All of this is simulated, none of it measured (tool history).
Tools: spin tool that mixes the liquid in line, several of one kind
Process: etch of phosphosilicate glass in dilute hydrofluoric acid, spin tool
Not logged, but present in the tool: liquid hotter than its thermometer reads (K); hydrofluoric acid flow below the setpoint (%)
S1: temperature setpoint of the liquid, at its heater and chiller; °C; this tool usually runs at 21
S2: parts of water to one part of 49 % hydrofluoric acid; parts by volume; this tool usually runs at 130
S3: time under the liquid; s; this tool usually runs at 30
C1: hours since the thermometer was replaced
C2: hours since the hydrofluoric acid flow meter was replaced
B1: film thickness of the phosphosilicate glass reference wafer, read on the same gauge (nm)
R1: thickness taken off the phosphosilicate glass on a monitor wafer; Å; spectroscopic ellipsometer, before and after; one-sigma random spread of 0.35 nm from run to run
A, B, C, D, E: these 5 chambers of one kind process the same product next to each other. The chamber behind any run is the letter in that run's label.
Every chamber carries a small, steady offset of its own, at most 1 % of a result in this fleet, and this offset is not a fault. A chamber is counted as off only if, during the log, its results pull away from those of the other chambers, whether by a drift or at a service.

| run | hour | S1 | S2 | S3 | C1 | C2 | B1 | R1 |
|---|---|---|---|---|---|---|---|---|
| 1B | 6.3 | 21 | 130 | 30 | 1613.8 | 646.2 | 109.99 | 347.22 |
| 2E | 13 | 21 | 130 | 30 | 1799.2 | 422.6 | 110.03 | 341.43 |
| 3C | 22.9 | 21 | 130 | 30 | 737.5 | 136.4 | 110 | 346.67 |
| 4D | 31.9 | 21 | 130 | 30 | 898.2 | 912 | 110.05 | 341.48 |
| 5A | 39.8 | 21 | 130 | 30 | 767.7 | 1057.7 | 109.98 | 351.35 |
| 6E | 48.2 | 21 | 130 | 30 | 1834.4 | 457.8 | 110.02 | 343.55 |
| 7B | 54.3 | 21 | 130 | 35 | 1661.8 | 694.2 | 110.04 | 404.68 |
| 8A | 65.2 | 21 | 130 | 35 | 793.1 | 1083.1 | 110.05 | 418.18 |
| 9C | 76 | 21 | 130 | 35 | 790.6 | 189.5 | 109.95 | 413.07 |
|  | 78.2 | chamber B: hydrofluoric acid flow meter replaced |
| 10D | 81.3 | 21 | 130 | 35 | 947.6 | 961.4 | 109.98 | 403.66 |
| 11E | 88.4 | 21 | 130 | 35 | 1874.6 | 498 | 110.02 | 406.31 |
| 12C | 94.6 | 21 | 130 | 30 | 809.2 | 208.1 | 109.97 | 347.15 |
| 13D | 101.1 | 21 | 130 | 30 | 967.4 | 981.2 | 110.04 | 344.13 |
| 14B | 111.9 | 21 | 130 | 20 | 1719.4 | 33.7 | 110.02 | 229.99 |
| 15A | 119.3 | 21 | 130 | 20 | 847.2 | 1137.2 | 110 | 234.78 |
| 16C | 130.1 | 21 | 130 | 20 | 844.7 | 243.6 | 109.97 | 231.16 |
| 17B | 138.8 | 21 | 130 | 20 | 1746.3 | 60.6 | 110.01 | 229.17 |
| 18D | 149.7 | 21 | 130 | 20 | 1016 | 1029.8 | 110 | 229.18 |
| 19E | 157.9 | 21 | 130 | 30 | 1944.1 | 567.5 | 109.99 | 332.32 |
| 20A | 169.5 | 21 | 130 | 30 | 897.4 | 1187.4 | 110.02 | 345.37 |
| 21D | 177.9 | 21 | 130 | 30 | 1044.2 | 1058 | 110.01 | 349.64 |
| 22E | 186.3 | 21 | 130 | 30 | 1972.5 | 595.9 | 109.96 | 331.14 |
| 23B | 196 | 21 | 130 | 30 | 1803.5 | 117.8 | 110.01 | 346.73 |
| 24C | 205.9 | 23.5 | 170 | 30 | 920.5 | 319.4 | 109.99 | 287.26 |
| 25A | 216.3 | 23.5 | 170 | 30 | 944.2 | 1234.2 | 109.98 | 278.5 |
| 26E | 222.4 | 23.5 | 170 | 30 | 2008.6 | 632 | 109.98 | 266.22 |
|  | 224.8 | chamber A: thermometer replaced |
| 27C | 231.8 | 23.5 | 170 | 30 | 946.4 | 345.3 | 109.99 | 279.69 |
| 28B | 240.6 | 23.5 | 170 | 30 | 1848.1 | 162.4 | 109.98 | 280.67 |
| 29A | 250.8 | 21 | 130 | 30 | 26 | 1268.7 | 109.99 | 355.77 |
| 30D | 258.7 | 21 | 130 | 30 | 1125 | 1138.8 | 110.01 | 343.26 |
| 31D | 264.5 | 21 | 130 | 30 | 1130.8 | 1144.6 | 109.98 | 343.5 |
| 32C | 274.7 | 21 | 130 | 30 | 989.3 | 388.2 | 109.98 | 354.61 |
| 33A | 282 | 21 | 130 | 30 | 57.2 | 1299.9 | 110 | 351.23 |
| 34B | 288.7 | 18.5 | 130 | 50 | 1896.2 | 210.5 | 110 | 525.57 |
| 35E | 293.9 | 18.5 | 130 | 50 | 2080.1 | 703.5 | 109.97 | 479.01 |
| 36C | 304.2 | 18.5 | 130 | 50 | 1018.8 | 417.7 | 109.97 | 517.38 |
| 37A | 312.6 | 18.5 | 130 | 50 | 87.8 | 1330.5 | 109.98 | 520.53 |
| 38D | 318.2 | 18.5 | 130 | 50 | 1184.5 | 1198.3 | 110.04 | 520.73 |
| 39E | 328.8 | 25.5 | 155 | 30 | 2115 | 738.4 | 110.01 | 306.66 |

Which is it: a chamber that has drifted or been left off by a service, a gauge drift common to all chambers, or only each chamber's usual small offset? If a chamber is off, name it and its likeliest cause.

Chamber E drifts away from the others.
Likeliest cause: hydrofluoric acid flow below the setpoint (%) = 8.89.
The log may not tell that from: liquid colder than its thermometer reads (K).

Which of the 4 candidates below, each the usual settings with something changed and its results left as question marks, puts chamber E back in line with what the other chambers give on the usual settings?
In-line tolerance around the mean of the other chambers on the usual settings: R1 12 Å
| 40E-1 | 337.4 | 22 | 130 | 30 |  |  |  | ? |
| 40E-2 | 337.4 | 21 | 135 | 30 |  |  |  | ? |
| 40E-3 | 337.4 | 18.5 | 130 | 30 |  |  |  | ? |
| 40E-4 | 337.4 | 21 | 120 | 30 |  |  |  | ? |

On the usual settings, the other chambers give on average: R1 347.75 Å
| run | R1 |
|---|---|
| 40E-1 | 327.24 |
| 40E-2 | 301.37 |
| 40E-3 | 284.69 |
| 40E-4 | 344.45 |
40E-4 puts the chamber back in line with the other chambers.
